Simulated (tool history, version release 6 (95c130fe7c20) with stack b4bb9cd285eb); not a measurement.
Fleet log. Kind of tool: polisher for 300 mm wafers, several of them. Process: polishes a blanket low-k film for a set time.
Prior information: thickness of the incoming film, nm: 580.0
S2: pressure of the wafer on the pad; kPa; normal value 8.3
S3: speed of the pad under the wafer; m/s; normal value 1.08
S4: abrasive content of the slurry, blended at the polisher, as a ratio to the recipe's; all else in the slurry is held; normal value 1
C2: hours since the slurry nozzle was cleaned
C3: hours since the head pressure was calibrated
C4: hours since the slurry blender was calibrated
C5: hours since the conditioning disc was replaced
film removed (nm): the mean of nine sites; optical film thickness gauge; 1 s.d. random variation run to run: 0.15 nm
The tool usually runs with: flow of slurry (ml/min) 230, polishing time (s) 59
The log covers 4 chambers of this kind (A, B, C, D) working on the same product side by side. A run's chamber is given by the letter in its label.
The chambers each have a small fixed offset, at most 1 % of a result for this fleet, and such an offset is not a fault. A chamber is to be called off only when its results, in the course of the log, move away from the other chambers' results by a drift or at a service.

{"run": "1C", "day": 0.317, "flow of slurry (ml/min)": 230, "S2": 8.3, "S3": 1.08, "S4": 1, "polishing time (s)": 59, "wafers polished on this pad": 1251, "C2": 315.6, "C3": 251.1, "C4": 326.3, "C5": 241.1, "film removed (nm)": 16.511}
{"run": "2A", "day": 0.588, "flow of slurry (ml/min)": 230, "S2": 8.3, "S3": 1.08, "S4": 1, "polishing time (s)": 59, "wafers polished on this pad": 972, "C2": 167.6, "C3": 952.3, "C4": 92.9, "C5": 115.8, "film removed (nm)": 16.405}
{"day": 0.612, "done": "chamber D: worn pad replaced by a new one"}
{"day": 0.729, "done": "chamber C: worn pad replaced by a new one"}
{"day": 0.988, "done": "chamber B: head pressure recalibrated"}
{"run": "3B", "day": 1.0, "flow of slurry (ml/min)": 230, "S2": 8.3, "S3": 1.08, "S4": 1, "polishing time (s)": 59, "wafers polished on this pad": 907, "C2": 79.9, "C3": 0.4, "C4": 330.6, "C5": 245.5, "film removed (nm)": 16.732}
{"day": 1.008, "done": "chamber B: worn pad replaced by a new one"}
{"run": "4D", "day": 1.279, "flow of slurry (ml/min)": 230, "S2": 8.3, "S3": 1.08, "S4": 1, "polishing time (s)": 59, "wafers polished on this pad": 172, "C2": 37.5, "C3": 1012.7, "C4": 109.2, "C5": 276.2, "film removed (nm)": 16.834}
{"day": 1.367, "done": "chamber C: slurry blender recalibrated"}
{"run": "5A", "day": 1.638, "flow of slurry (ml/min)": 230, "S2": 9.7, "S3": 1.08, "S4": 1, "polishing time (s)": 59, "wafers polished on this pad": 1243, "C2": 192.8, "C3": 977.5, "C4": 118.1, "C5": 141, "film removed (nm)": 19.063}
{"run": "6B", "day": 1.946, "flow of slurry (ml/min)": 230, "S2": 9.7, "S3": 1.08, "S4": 1, "polishing time (s)": 59, "wafers polished on this pad": 242, "C2": 102.6, "C3": 23.1, "C4": 353.3, "C5": 268.2, "film removed (nm)": 19.129}
{"day": 2.167, "done": "chamber A: worn pad replaced by a new one"}
{"run": "7D", "day": 2.338, "flow of slurry (ml/min)": 230, "S2": 9.7, "S3": 1.08, "S4": 1, "polishing time (s)": 59, "wafers polished on this pad": 445, "C2": 62.9, "C3": 1038.1, "C4": 134.6, "C5": 301.6, "film removed (nm)": 19.198}
{"run": "8C", "day": 2.542, "flow of slurry (ml/min)": 230, "S2": 9.7, "S3": 1.08, "S4": 1, "polishing time (s)": 59, "wafers polished on this pad": 468, "C2": 369, "C3": 304.5, "C4": 28.3, "C5": 294.5, "film removed (nm)": 19.472}
{"run": "9D", "day": 2.908, "flow of slurry (ml/min)": 230, "S2": 8.3, "S3": 1.08, "S4": 1, "polishing time (s)": 59, "wafers polished on this pad": 592, "C2": 76.6, "C3": 1051.8, "C4": 148.3, "C5": 315.3, "film removed (nm)": 16.443}
{"day": 3.092, "done": "chamber D: worn pad replaced by a new one"}
{"run": "10A", "day": 3.329, "flow of slurry (ml/min)": 230, "S2": 8.3, "S3": 1.08, "S4": 1, "polishing time (s)": 59, "wafers polished on this pad": 299, "C2": 233.4, "C3": 1018.1, "C4": 158.7, "C5": 181.6, "film removed (nm)": 16.448}
{"run": "11B", "day": 3.542, "flow of slurry (ml/min)": 230, "S2": 8.3, "S3": 1.08, "S4": 1, "polishing time (s)": 59, "wafers polished on this pad": 653, "C2": 140.9, "C3": 61.4, "C4": 391.6, "C5": 306.5, "film removed (nm)": 16.444}
{"day": 3.917, "done": "chamber C: head pressure recalibrated"}
{"run": "12C", "day": 3.921, "flow of slurry (ml/min)": 230, "S2": 8.3, "S3": 1.08, "S4": 1, "polishing time (s)": 59, "wafers polished on this pad": 823, "C2": 402.1, "C3": 0.2, "C4": 61.4, "C5": 327.6, "film removed (nm)": 16.338}
{"run": "13A", "day": 4.246, "flow of slurry (ml/min)": 230, "S2": 8.3, "S3": 1.08, "S4": 1, "polishing time (s)": 59, "wafers polished on this pad": 536, "C2": 255.4, "C3": 1040.1, "C4": 180.7, "C5": 203.6, "film removed (nm)": 16.542}
{"run": "14C", "day": 4.483, "flow of slurry (ml/min)": 230, "S2": 8.3, "S3": 1.08, "S4": 1, "polishing time (s)": 59, "wafers polished on this pad": 968, "C2": 415.6, "C3": 13.7, "C4": 74.9, "C5": 341.1, "film removed (nm)": 16.658}
{"day": 4.633, "done": "chamber A: conditioning disc replaced and pad reconditioned"}
{"day": 4.792, "done": "chamber B: worn pad replaced by a new one"}
{"run": "15D", "day": 4.867, "flow of slurry (ml/min)": 190, "S2": 8.3, "S3": 1.08, "S4": 1, "polishing time (s)": 78, "wafers polished on this pad": 458, "C2": 123.6, "C3": 1098.8, "C4": 195.3, "C5": 362.3, "film removed (nm)": 21.375}
{"run": "16B", "day": 5.162, "flow of slurry (ml/min)": 190, "S2": 8.3, "S3": 1.08, "S4": 1, "polishing time (s)": 78, "wafers polished on this pad": 96, "C2": 179.8, "C3": 100.3, "C4": 430.5, "C5": 345.4, "film removed (nm)": 21.113}
{"day": 5.217, "done": "chamber D: worn pad replaced by a new one"}
{"run": "17C", "day": 5.479, "flow of slurry (ml/min)": 190, "S2": 8.3, "S3": 1.08, "S4": 1, "polishing time (s)": 78, "wafers polished on this pad": 1225, "C2": 439.5, "C3": 37.6, "C4": 98.8, "C5": 365, "film removed (nm)": 21.153}
{"day": 5.496, "done": "chamber D: head pressure recalibrated"}
{"run": "18B", "day": 5.812, "flow of slurry (ml/min)": 190, "S2": 8.3, "S3": 1.08, "S4": 1, "polishing time (s)": 78, "wafers polished on this pad": 264, "C2": 195.4, "C3": 115.9, "C4": 446.1, "C5": 361, "film removed (nm)": 20.952}
{"run": "19D", "day": 6.025, "flow of slurry (ml/min)": 230, "S2": 8.3, "S3": 1.08, "S4": 1, "polishing time (s)": 59, "wafers polished on this pad": 209, "C2": 151.4, "C3": 12.7, "C4": 223.1, "C5": 390.1, "film removed (nm)": 16.443}
{"run": "20A", "day": 6.271, "flow of slurry (ml/min)": 230, "S2": 8.3, "S3": 1.08, "S4": 1, "polishing time (s)": 59, "wafers polished on this pad": 1058, "C2": 304, "C3": 1088.7, "C4": 229.3, "C5": 39.4, "film removed (nm)": 16.512}
{"day": 6.367, "done": "chamber B: conditioning disc replaced and pad reconditioned"}
{"run": "21A", "day": 6.562, "flow of slurry (ml/min)": 230, "S2": 8.3, "S3": 1.08, "S4": 1, "polishing time (s)": 59, "wafers polished on this pad": 1133, "C2": 311, "C3": 1095.7, "C4": 236.3, "C5": 46.4, "film removed (nm)": 16.338}
{"day": 6.762, "done": "chamber A: worn pad replaced by a new one"}
{"day": 6.792, "done": "chamber C: worn pad replaced by a new one"}
{"run": "22B", "day": 6.933, "flow of slurry (ml/min)": 230, "S2": 8.3, "S3": 1.08, "S4": 1, "polishing time (s)": 59, "wafers polished on this pad": 553, "C2": 222.3, "C3": 142.8, "C4": 473, "C5": 13.7, "film removed (nm)": 16.451}
{"run": "23D", "day": 7.212, "flow of slurry (ml/min)": 230, "S2": 11, "S3": 1.08, "S4": 1.15, "polishing time (s)": 59, "wafers polished on this pad": 515, "C2": 179.9, "C3": 41.2, "C4": 251.6, "C5": 418.6, "film removed (nm)": 23.522}
{"day": 7.454, "done": "chamber D: worn pad replaced by a new one"}
{"run": "24C", "day": 7.467, "flow of slurry (ml/min)": 230, "S2": 11, "S3": 1.08, "S4": 1.15, "polishing time (s)": 59, "wafers polished on this pad": 174, "C2": 487.2, "C3": 85.3, "C4": 146.5, "C5": 412.7, "film removed (nm)": 23.252}
{"run": "25A", "day": 7.683, "flow of slurry (ml/min)": 230, "S2": 11, "S3": 1.08, "S4": 1.15, "polishing time (s)": 59, "wafers polished on this pad": 237, "C2": 337.9, "C3": 1122.6, "C4": 263.2, "C5": 73.3, "film removed (nm)": 23.492}
{"run": "26D", "day": 7.946, "flow of slurry (ml/min)": 230, "S2": 11, "S3": 1.08, "S4": 1.15, "polishing time (s)": 59, "wafers polished on this pad": 127, "C2": 197.5, "C3": 58.8, "C4": 269.2, "C5": 436.2, "film removed (nm)": 23.699}
{"day": 8.292, "done": "chamber B: worn pad replaced by a new one"}
{"run": "27C", "day": 8.358, "flow of slurry (ml/min)": 230, "S2": 8.3, "S3": 1.08, "S4": 1, "polishing time (s)": 59, "wafers polished on this pad": 404, "C2": 508.6, "C3": 106.7, "C4": 167.9, "C5": 434.1, "film removed (nm)": 16.639}
{"run": "28B", "day": 8.75, "flow of slurry (ml/min)": 230, "S2": 8.3, "S3": 1.08, "S4": 1, "polishing time (s)": 59, "wafers polished on this pad": 118, "C2": 265.9, "C3": 186.4, "C4": 516.6, "C5": 57.3, "film removed (nm)": 16.154}

Next, all 4 chambers run the settings below, one line each with question marks for the results. What does each chamber give?
{"run": "29A", "day": 9.071, "flow of slurry (ml/min)": 230, "S2": 8.3, "S3": 1.08, "S4": 1, "polishing time (s)": 59, "film removed (nm)": "?"}
{"run": "29B", "day": 9.071, "flow of slurry (ml/min)": 230, "S2": 8.3, "S3": 1.08, "S4": 1, "polishing time (s)": 59, "film removed (nm)": "?"}
{"run": "29C", "day": 9.071, "flow of slurry (ml/min)": 230, "S2": 8.3, "S3": 1.08, "S4": 1, "polishing time (s)": 59, "film removed (nm)": "?"}
{"run": "29D", "day": 9.071, "flow of slurry (ml/min)": 230, "S2": 8.3, "S3": 1.08, "S4": 1, "polishing time (s)": 59, "film removed (nm)": "?"}

run=29A film_removed_(nm)=16.414
run=29B film_removed_(nm)=16.29
run=29C film_removed_(nm)=16.334
run=29D film_removed_(nm)=16.857
